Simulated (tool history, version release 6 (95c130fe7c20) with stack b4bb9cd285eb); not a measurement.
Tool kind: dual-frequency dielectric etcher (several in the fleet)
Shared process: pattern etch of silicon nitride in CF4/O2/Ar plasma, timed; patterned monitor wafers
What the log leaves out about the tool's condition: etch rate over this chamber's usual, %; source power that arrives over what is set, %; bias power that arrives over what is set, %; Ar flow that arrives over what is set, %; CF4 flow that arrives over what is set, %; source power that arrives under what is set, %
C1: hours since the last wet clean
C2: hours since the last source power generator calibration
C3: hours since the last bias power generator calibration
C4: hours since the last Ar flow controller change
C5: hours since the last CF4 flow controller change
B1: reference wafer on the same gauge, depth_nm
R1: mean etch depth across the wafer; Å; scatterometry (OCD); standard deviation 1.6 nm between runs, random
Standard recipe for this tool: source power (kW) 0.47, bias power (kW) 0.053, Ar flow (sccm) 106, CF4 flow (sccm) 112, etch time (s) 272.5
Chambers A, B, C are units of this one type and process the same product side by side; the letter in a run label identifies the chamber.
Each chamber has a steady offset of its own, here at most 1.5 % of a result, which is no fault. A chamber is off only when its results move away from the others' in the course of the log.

{"run": "1C", "hour": 5.3, "source power (kW)": 0.47, "bias power (kW)": 0.053, "Ar flow (sccm)": 106, "CF4 flow (sccm)": 112, "etch time (s)": 272.5, "C1": 188.1, "C2": 863.4, "C3": 359, "C4": 5903.6, "C5": 2088.1, "B1": 564.23, "R1": 5036.2}
{"run": "2A", "hour": 11.8, "source power (kW)": 0.47, "bias power (kW)": 0.053, "Ar flow (sccm)": 106, "CF4 flow (sccm)": 112, "etch time (s)": 272.5, "C1": 64.1, "C2": 2432, "C3": 808.1, "C4": 750.5, "C5": 2305, "B1": 564.3, "R1": 5102.8}
{"run": "3B", "hour": 20.1, "source power (kW)": 0.47, "bias power (kW)": 0.053, "Ar flow (sccm)": 106, "CF4 flow (sccm)": 112, "etch time (s)": 272.5, "C1": 583.2, "C2": 1613.4, "C3": 889.9, "C4": 1528, "C5": 2479.6, "B1": 563.94, "R1": 5112.1}
{"hour": 20.3, "done": "chamber B: wet clean of the chamber"}
{"run": "4B", "hour": 27.1, "source power (kW)": 0.47, "bias power (kW)": 0.053, "Ar flow (sccm)": 106, "CF4 flow (sccm)": 112, "etch time (s)": 272.5, "C1": 6.9, "C2": 1620.4, "C3": 896.9, "C4": 1535, "C5": 2486.6, "B1": 563.7, "R1": 5114.1}
{"run": "5C", "hour": 35.5, "source power (kW)": 0.47, "bias power (kW)": 0.053, "Ar flow (sccm)": 106, "CF4 flow (sccm)": 112, "etch time (s)": 272.5, "C1": 218.3, "C2": 893.6, "C3": 389.2, "C4": 5933.8, "C5": 2118.3, "B1": 564.25, "R1": 5009.5}
{"run": "6A", "hour": 40.4, "source power (kW)": 0.47, "bias power (kW)": 0.053, "Ar flow (sccm)": 106, "CF4 flow (sccm)": 112, "etch time (s)": 272.5, "C1": 92.7, "C2": 2460.6, "C3": 836.7, "C4": 779.1, "C5": 2333.6, "B1": 564.24, "R1": 5105.2}
{"run": "7C", "hour": 45.9, "source power (kW)": 0.47, "bias power (kW)": 0.053, "Ar flow (sccm)": 106, "CF4 flow (sccm)": 112, "etch time (s)": 272.5, "C1": 228.7, "C2": 904, "C3": 399.6, "C4": 5944.2, "C5": 2128.7, "B1": 564.12, "R1": 5057.9}
{"run": "8A", "hour": 51.3, "source power (kW)": 0.47, "bias power (kW)": 0.053, "Ar flow (sccm)": 106, "CF4 flow (sccm)": 112, "etch time (s)": 272.5, "C1": 103.6, "C2": 2471.5, "C3": 847.6, "C4": 790, "C5": 2344.5, "B1": 563.85, "R1": 5106.2}
{"run": "9B", "hour": 61.1, "source power (kW)": 0.47, "bias power (kW)": 0.053, "Ar flow (sccm)": 106, "CF4 flow (sccm)": 112, "etch time (s)": 272.5, "C1": 40.9, "C2": 1654.4, "C3": 930.9, "C4": 1569, "C5": 2520.6, "B1": 564.04, "R1": 5074.5}
{"run": "10C", "hour": 65.9, "source power (kW)": 0.47, "bias power (kW)": 0.053, "Ar flow (sccm)": 106, "CF4 flow (sccm)": 112, "etch time (s)": 199.5, "C1": 248.7, "C2": 924, "C3": 419.6, "C4": 5964.2, "C5": 2148.7, "B1": 563.98, "R1": 3723.9}
{"run": "11B", "hour": 71.6, "source power (kW)": 0.47, "bias power (kW)": 0.053, "Ar flow (sccm)": 106, "CF4 flow (sccm)": 112, "etch time (s)": 199.5, "C1": 51.4, "C2": 1664.9, "C3": 941.4, "C4": 1579.5, "C5": 2531.1, "B1": 563.51, "R1": 3746.9}
{"run": "12A", "hour": 81.2, "source power (kW)": 0.47, "bias power (kW)": 0.053, "Ar flow (sccm)": 106, "CF4 flow (sccm)": 112, "etch time (s)": 199.5, "C1": 133.5, "C2": 2501.4, "C3": 877.5, "C4": 819.9, "C5": 2374.4, "B1": 564.12, "R1": 3752.8}
{"run": "13A", "hour": 88.0, "source power (kW)": 0.47, "bias power (kW)": 0.053, "Ar flow (sccm)": 106, "CF4 flow (sccm)": 112, "etch time (s)": 272.5, "C1": 140.3, "C2": 2508.2, "C3": 884.3, "C4": 826.7, "C5": 2381.2, "B1": 563.67, "R1": 5112.1}
{"run": "14C", "hour": 93.0, "source power (kW)": 0.47, "bias power (kW)": 0.053, "Ar flow (sccm)": 106, "CF4 flow (sccm)": 112, "etch time (s)": 272.5, "C1": 275.8, "C2": 951.1, "C3": 446.7, "C4": 5991.3, "C5": 2175.8, "B1": 564.34, "R1": 5171.5}
{"run": "15B", "hour": 98.0, "source power (kW)": 0.47, "bias power (kW)": 0.053, "Ar flow (sccm)": 106, "CF4 flow (sccm)": 112, "etch time (s)": 340, "C1": 77.8, "C2": 1691.3, "C3": 967.8, "C4": 1605.9, "C5": 2557.5, "B1": 564.09, "R1": 6381.1}
{"run": "16A", "hour": 102.6, "source power (kW)": 0.47, "bias power (kW)": 0.053, "Ar flow (sccm)": 106, "CF4 flow (sccm)": 112, "etch time (s)": 340, "C1": 154.9, "C2": 2522.8, "C3": 898.9, "C4": 841.3, "C5": 2395.8, "B1": 563.88, "R1": 6381.7}
{"run": "17C", "hour": 109.3, "source power (kW)": 0.47, "bias power (kW)": 0.053, "Ar flow (sccm)": 106, "CF4 flow (sccm)": 112, "etch time (s)": 340, "C1": 292.1, "C2": 967.4, "C3": 463, "C4": 6007.6, "C5": 2192.1, "B1": 564.35, "R1": 6506.4}
{"run": "18B", "hour": 113.7, "source power (kW)": 0.47, "bias power (kW)": 0.053, "Ar flow (sccm)": 106, "CF4 flow (sccm)": 112, "etch time (s)": 272.5, "C1": 93.5, "C2": 1707, "C3": 983.5, "C4": 1621.6, "C5": 2573.2, "B1": 564.27, "R1": 5088.1}
{"run": "19A", "hour": 119.2, "source power (kW)": 0.47, "bias power (kW)": 0.053, "Ar flow (sccm)": 106, "CF4 flow (sccm)": 112, "etch time (s)": 272.5, "C1": 171.5, "C2": 2539.4, "C3": 915.5, "C4": 857.9, "C5": 2412.4, "B1": 564.01, "R1": 5087.6}
{"run": "20C", "hour": 124.6, "source power (kW)": 0.47, "bias power (kW)": 0.053, "Ar flow (sccm)": 106, "CF4 flow (sccm)": 112, "etch time (s)": 272.5, "C1": 307.4, "C2": 982.7, "C3": 478.3, "C4": 6022.9, "C5": 2207.4, "B1": 563.22, "R1": 5234.8}
{"run": "21B", "hour": 131.6, "source power (kW)": 0.37, "bias power (kW)": 0.053, "Ar flow (sccm)": 106, "CF4 flow (sccm)": 112, "etch time (s)": 272.5, "C1": 111.4, "C2": 1724.9, "C3": 1001.4, "C4": 1639.5, "C5": 2591.1, "B1": 564.42, "R1": 4152.8}

Read the log: is a single chamber off, either drifting away or since a service, is the gauge that measures every chamber drifting, or is nothing wrong beyond small per-chamber offsets? Name any odd chamber and what most likely caused it.

Chamber C drifts away from the others.
What lies behind it: etch rate over this chamber's usual, % = 4.62.
The log may not separate it from: source power that arrives over what is set, %.

Which of the 4 candidates below, each the usual settings with something changed and its results left as question marks, puts chamber C back in line with what the other chambers give on the usual settings?
In line means no further than this from the other chambers' mean on the usual settings: R1 58 Å
{"run": "22C-1", "hour": 138.7, "source power (kW)": 0.47, "bias power (kW)": 0.053, "Ar flow (sccm)": 106, "CF4 flow (sccm)": 112, "etch time (s)": 271, "R1": "?"}
{"run": "22C-2", "hour": 138.7, "source power (kW)": 0.47, "bias power (kW)": 0.053, "Ar flow (sccm)": 106, "CF4 flow (sccm)": 112, "etch time (s)": 280, "R1": "?"}
{"run": "22C-3", "hour": 138.7, "source power (kW)": 0.47, "bias power (kW)": 0.053, "Ar flow (sccm)": 106, "CF4 flow (sccm)": 112, "etch time (s)": 274, "R1": "?"}
{"run": "22C-4", "hour": 138.7, "source power (kW)": 0.47, "bias power (kW)": 0.053, "Ar flow (sccm)": 106, "CF4 flow (sccm)": 112, "etch time (s)": 264.5, "R1": "?"}

Mean of the other chambers on the usual settings: R1 5107.4 Å
run=22C-1 R1=5235.2
run=22C-2 R1=5409.1
run=22C-3 R1=5293.2
run=22C-4 R1=5109.6
The answer is 22C-4, which returns the chamber to within the allowed miss of the others.

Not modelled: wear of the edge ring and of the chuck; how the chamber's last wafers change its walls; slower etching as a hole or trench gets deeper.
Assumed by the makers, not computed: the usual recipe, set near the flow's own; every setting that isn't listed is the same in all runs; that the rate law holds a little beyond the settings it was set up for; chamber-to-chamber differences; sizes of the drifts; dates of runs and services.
